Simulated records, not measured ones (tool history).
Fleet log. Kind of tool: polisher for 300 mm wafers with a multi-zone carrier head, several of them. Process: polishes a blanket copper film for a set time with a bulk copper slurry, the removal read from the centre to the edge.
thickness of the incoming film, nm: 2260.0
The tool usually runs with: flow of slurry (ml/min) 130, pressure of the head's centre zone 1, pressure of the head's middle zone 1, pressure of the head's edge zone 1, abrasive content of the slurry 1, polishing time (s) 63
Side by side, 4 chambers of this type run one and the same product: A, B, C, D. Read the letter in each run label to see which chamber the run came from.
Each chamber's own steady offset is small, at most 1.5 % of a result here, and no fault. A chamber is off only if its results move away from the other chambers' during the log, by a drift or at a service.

run,hour,flow of slurry (ml/min),pressure of the head's centre zone,pressure of the head's middle zone,pressure of the head's edge zone,abrasive content of the slurry,polishing time (s),wafers polished on this pad,hours since the slurry nozzle was cleaned,hours since the centre zone pressure was calibrated,hours since the edge zone pressure was calibrated,film removed at the wafer's centre (angstrom),film removed at mid-radius (angstrom),film removed at the wafer's edge (angstrom)
1A,4.8,130,1,1,1,1,63,536,690.4,83,560.3,6302.8,6424.9,6263.7
2B,10.8,130,1,1,1,1,63,258,783.2,1108.8,871.5,6435.1,6280.6,6222.3
3C,13.7,130,1,1,1,1,63,367,271.4,518.1,99.4,6309.7,6392,6474.5
4D,18.7,130,1,1,1,1,63,1129,146.1,261.6,904.8,6408.6,6148.4,6238.4
5B,24.7,130,1,1,1,1,63,439,797.1,1122.7,885.4,6375.5,6179.8,6323.9
6C,28.8,130,1,1,1,1,63,564,286.5,533.2,114.5,6359.7,6353.5,6546.5
7A,33.8,130,1,1,1,1,63,915,719.4,112,589.3,6243.4,6482.4,6360.9
8D,37.4,130,1,1,1,1,63,1373,164.8,280.3,923.5,6278.7,6231.9,6314.1
# hour 39: chamber D: worn pad replaced by a new one
9B,43.2,130,1,1,1,1,63,681,815.6,1141.2,903.9,6401,6264,6181.2
# hour 45.1: chamber A: worn pad replaced by a new one
# hour 45.7: chamber A: slurry nozzle cleaned
10A,46.7,130,1,1,1,1,63,20,1.1,124.9,602.2,6362.9,6308.2,6266.7
# hour 47: chamber B: worn pad replaced by a new one
11C,51.2,130,1,1,1,1,63,857,308.9,555.6,136.9,6291.5,6305.1,6406.4
12D,55.4,130,1,1,1,1,63,215,182.8,298.3,941.5,6179.1,6294.8,6302.7
# hour 58.5: chamber C: worn pad replaced by a new one
13A,59.7,165,1,1,1,1,63,190,14.1,137.9,615.2,6785.7,6652.9,6474.9
# hour 63.2: chamber B: centre zone pressure recalibrated
14D,63.6,165,1,1,1,1,63,322,191,306.5,949.7,6639,6469.7,6571.5
15C,67.9,165,1,1,1,1,63,123,325.6,572.3,153.6,6746.3,6787.2,6595.3
16B,73.8,165,1,1,1,1,63,351,846.2,10.7,934.5,6606.6,6571.7,6413.6
17A,79.7,130,1,1,1,1,63,451,34.1,157.9,635.2,6426.9,6486.7,6300
# hour 82.7: chamber C: slurry nozzle cleaned
18C,83.1,130,1,1,1,1,63,321,0.4,587.5,168.8,6350.6,6385.1,6394.6
19B,86.8,130,1.12,1,1,1,80,521,859.2,23.7,947.5,9035.9,7958.9,7889.3
# hour 91.6: chamber B: worn pad replaced by a new one
20D,91.7,130,1.12,1,1,1,80,689,219.1,334.6,977.8,8949.5,7765.9,8005.3
# hour 94: chamber D: edge zone pressure recalibrated
21B,94.6,130,1.12,1,1,1,80,39,867,31.5,955.3,9147.9,7972.4,7966
22D,99.7,130,1.12,1,1,1,80,793,227.1,342.6,5.8,8702.9,7614.9,7788.7
23A,103.2,130,1,1,1,1,63,758,57.6,181.4,658.7,6357.3,6292.5,6276.6
24C,108.8,130,1,1,1,1,63,657,26.1,613.2,194.5,6271.5,6338.8,6429.5
25D,111.6,130,1,1,1,1,63,949,239,354.5,17.7,6171.8,6108.2,6260.5
26A,115.8,130,1,1,1,1,63,923,70.2,194,671.3,6265.6,6425,6309.2
27C,119.3,130,1,1,1,1,63,794,36.6,623.7,205,6374.4,6372.5,6392.3
28B,124,130,1,1,1,1,63,423,896.4,60.9,984.7,6405,6273.5,6262.2
29D,128,130,1.07,1,1,1,63,1163,255.4,370.9,34.1,6525.3,6042.4,6100.7
# hour 131: chamber C: worn pad replaced by a new one
# hour 132.7: chamber A: worn pad replaced by a new one
30C,133.6,130,1.07,1,1,1,63,35,50.9,638,219.3,6806.3,6294.4,6377.9
31B,137.4,130,1.07,1,1,1,63,598,909.8,74.3,998.1,6774.6,6220.4,6273.5
32A,140.4,130,1.07,1,1,1,63,100,94.8,218.6,695.9,6866.8,6349,6250.7
# hour 144.6: chamber D: worn pad replaced by a new one
# hour 144.6: chamber B: worn pad replaced by a new one
33A,146.1,130,1,1,1,1,63,175,100.5,224.3,701.6,6321.2,6332.9,6243.1
34C,151.8,130,1,1,1,1,63,272,69.1,656.2,237.5,6367.9,6379.1,6344.7
35D,154.9,105,1,1,1,1,63,134,282.3,397.8,61,5681.8,5672.8,5920.1
36B,157.8,105,1,1,1,1,63,173,930.2,94.7,1018.5,6073,5978.5,6059.1
37D,161.6,105,1,1,1,1,63,222,289,404.5,67.7,5459,5630.9,5862.4
# hour 164.3: chamber B: slurry nozzle cleaned
38A,165.2,105,1,1,1,1,63,424,119.6,243.4,720.7,5923.6,6202.2,6092.4
39B,168.8,130,1,1,1,1,63,317,4.5,105.7,1029.5,6381.5,6313.2,6286.7
40C,172.6,130,1,1,1,1,63,544,89.9,677,258.3,6314.3,6306.9,6440.8

All 4 chambers run these settings next. Forecast each chamber's results:
41A,177.1,130,1,1,1,1,63,,,,,?,?,?
41B,177.1,130,1,1,1,1,63,,,,,?,?,?
41C,177.1,130,1,1,1,1,63,,,,,?,?,?
41D,177.1,130,1,1,1,1,63,,,,,?,?,?

run,film removed at the wafer's centre (angstrom),film removed at mid-radius (angstrom),film removed at the wafer's edge (angstrom)
41A,6265,6476.4,6229.5
41B,6427.6,6336.6,6308.2
41C,6291.5,6361.2,6349.9
41D,5871.9,5740,6108.8
